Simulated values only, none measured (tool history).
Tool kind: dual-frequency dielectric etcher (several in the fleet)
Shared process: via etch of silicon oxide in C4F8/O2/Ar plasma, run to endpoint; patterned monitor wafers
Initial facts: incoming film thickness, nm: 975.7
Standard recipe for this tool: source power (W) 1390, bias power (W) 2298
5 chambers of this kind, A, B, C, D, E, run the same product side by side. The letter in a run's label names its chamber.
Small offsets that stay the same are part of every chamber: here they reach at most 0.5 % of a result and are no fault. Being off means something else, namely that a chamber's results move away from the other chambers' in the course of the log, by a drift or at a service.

run,hour,source power (W),bias power (W),hours since the last wet clean,hours since the last source power generator calibration,hours since the last bias power generator calibration,endpoint time (s)
1E,6.4,1390,2298,388.0,1843.8,812.0,214.37
# hour 10.4: chamber C: wet clean of the chamber
2C,10.7,1390,2298,0.3,1132.3,258.8,214.81
3A,15.8,1390,2298,450.6,2942.7,1530.6,214.64
4D,23.5,1390,2298,450.1,3424.7,2148.3,213.07
5B,28.6,1390,2298,262.1,2063.4,937.3,213.23
6E,36.3,1390,2819,417.9,1873.7,841.9,201.26
# hour 44.4: chamber D: wet clean of the chamber
7C,44.4,1390,2819,34.0,1166.0,292.5,199.19
8A,49.7,1390,2819,484.5,2976.6,1564.5,200.63
9B,56.0,1390,2819,289.5,2090.8,964.7,200.29
10D,60.6,1390,2819,16.3,3461.8,2185.4,199.20
11D,67.2,1390,2298,22.9,3468.4,2192.0,214.43
12B,76.0,1390,2298,309.5,2110.8,984.7,214.55
13A,84.8,1390,2298,519.6,3011.7,1599.6,214.01
14C,93.0,1390,2582,82.6,1214.6,341.1,207.66
# hour 98.3: chamber D: source power generator calibrated
15E,99.4,1390,2582,481.0,1936.8,905.0,206.67
16D,107.5,1390,2582,63.2,9.2,2232.3,205.99
17A,113.6,1390,2582,548.4,3040.5,1628.4,206.17
# hour 115.6: chamber E: wet clean of the chamber
18B,121.3,1390,2582,354.8,2156.1,1030.0,205.89
19E,125.2,1390,2298,9.7,1962.6,930.8,213.95
20C,131.9,1390,2298,121.5,1253.5,380.0,212.79
21B,136.2,1390,2298,369.7,2171.0,1044.9,214.25
# hour 139.8: chamber B: wet clean of the chamber
22E,143.2,1390,2298,27.7,1980.6,948.8,213.74
23D,148.8,1160,2298,104.5,50.5,2273.6,230.08
24C,157.6,1160,2298,147.2,1279.2,405.7,228.73
25A,163.7,1160,2298,598.5,3090.6,1678.5,228.31
26C,168.2,1160,2298,157.8,1289.8,416.3,228.60
27D,177.1,1160,2298,132.8,78.8,2301.9,228.22
# hour 179.3: chamber A: wet clean of the chamber
28B,182.6,1390,2298,42.9,2217.4,1091.3,212.68
29E,187.4,1390,2298,71.9,2024.8,993.0,213.90
30A,195.6,1270,2298,16.3,3122.5,1710.4,211.86
31E,200.2,1270,2298,84.7,2037.6,1005.8,220.52
32B,206.8,1270,2298,67.1,2241.6,1115.5,220.55
33D,213.8,1270,2298,169.5,115.5,2338.6,220.13
34C,219.8,1270,2298,209.4,1341.4,467.9,222.83
35A,228.1,1390,2298,48.8,3155.0,1742.9,202.96
36B,236.6,1390,2298,96.9,2271.4,1145.3,211.36
37C,241.6,1590,2844,231.2,1363.2,489.7,190.86
38E,248.4,1590,2844,132.9,2085.8,1054.0,189.65
39A,252.5,1590,2844,73.2,3179.4,1767.3,182.10
40D,259.4,1590,2844,215.1,161.1,2384.2,188.72
41B,264.6,1590,2844,124.9,2299.4,1173.3,188.84
42E,269.7,1390,1768,154.2,2107.1,1075.3,229.76
43D,276.8,1390,1768,232.5,178.5,2401.6,230.35
44C,283.4,1390,1768,273.0,1405.0,531.5,230.78

Read the log: is a single chamber off, either drifting away or since a service, is the gauge that measures every chamber drifting, or is nothing wrong beyond small per-chamber offsets? Name any odd chamber and what most likely caused it.

The work done on chamber A during a service left it standing apart from the others.
Cause: etch rate over this chamber's usual, % = 4.39.

Below are 4 candidate recipes for chamber A's next run, each the usual settings with a change, their results shown as question marks. Which of them brings A's results back in line with what the other chambers give on the usual settings?
In-line tolerance around the mean of the other chambers on the usual settings: endpoint time (s) 3.10
45A-1,289.8,1390,1712,,,,?
45A-2,289.8,1490,2420,,,,?
45A-3,289.8,1230,2298,,,,?
45A-4,289.8,1590,2544,,,,?

Average result of the remaining chambers running the usual settings: endpoint time (s) 213.76
run,endpoint time (s)
45A-1,222.49
45A-2,195.76
45A-3,214.40
45A-4,187.98
The answer is 45A-3, which returns the chamber to within the allowed miss of the others.

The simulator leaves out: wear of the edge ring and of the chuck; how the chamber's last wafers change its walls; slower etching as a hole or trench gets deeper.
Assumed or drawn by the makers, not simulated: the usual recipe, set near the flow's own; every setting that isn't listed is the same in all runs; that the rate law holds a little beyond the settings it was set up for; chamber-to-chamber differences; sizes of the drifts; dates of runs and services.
